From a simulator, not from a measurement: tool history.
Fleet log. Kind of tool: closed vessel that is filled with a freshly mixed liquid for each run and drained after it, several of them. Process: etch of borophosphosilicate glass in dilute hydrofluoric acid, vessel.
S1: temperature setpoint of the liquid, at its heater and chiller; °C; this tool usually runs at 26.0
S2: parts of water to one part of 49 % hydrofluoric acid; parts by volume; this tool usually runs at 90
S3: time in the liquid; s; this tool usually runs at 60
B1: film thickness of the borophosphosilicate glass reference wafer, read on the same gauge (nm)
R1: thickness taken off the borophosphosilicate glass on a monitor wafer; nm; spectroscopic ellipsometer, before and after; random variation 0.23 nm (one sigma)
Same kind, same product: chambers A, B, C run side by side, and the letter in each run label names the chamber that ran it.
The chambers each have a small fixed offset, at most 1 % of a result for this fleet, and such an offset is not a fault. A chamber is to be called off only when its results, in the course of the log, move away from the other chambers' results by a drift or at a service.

run	day	S1	S2	S3	B1	R1
1C	0.421	26.0	90	60	79.968	30.827
2A	0.758	26.0	90	60	79.976	30.712
3B	1.217	26.0	90	60	80.047	30.513
4A	1.529	26.0	90	60	80.012	31.009
5B	1.942	24.0	90	60	80.013	28.113
6C	2.483	24.0	90	60	80.049	28.704
7C	2.962	24.0	90	60	79.968	28.854
8B	3.375	30.5	120	60	80.013	26.139
9A	3.846	30.5	120	60	79.945	25.792
10C	4.162	30.5	120	60	80.022	26.391
11A	4.596	26.0	90	60	79.947	29.997
# day 4.679: chamber A: thermometer replaced
12B	5.046	26.0	90	60	79.985	30.523
13A	5.483	26.0	90	60	79.949	29.528
14C	5.946	26.0	90	60	80.018	30.992
15B	6.517	26.0	90	60	80.056	30.404
16A	6.804	26.0	90	60	79.998	29.381
17B	7.171	26.0	90	60	80.011	30.294
18C	7.738	26.0	90	60	80.048	31.093
19C	8.054	26.0	90	60	79.965	30.851
20B	8.650	26.0	90	60	80.010	30.502

Predict what each chamber gives when all 3 of them run the settings below next.
21A	9.083	26.0	90	60		?
21B	9.083	26.0	90	60		?
21C	9.083	26.0	90	60		?

run	R1
21A	28.753
21B	30.193
21C	31.185
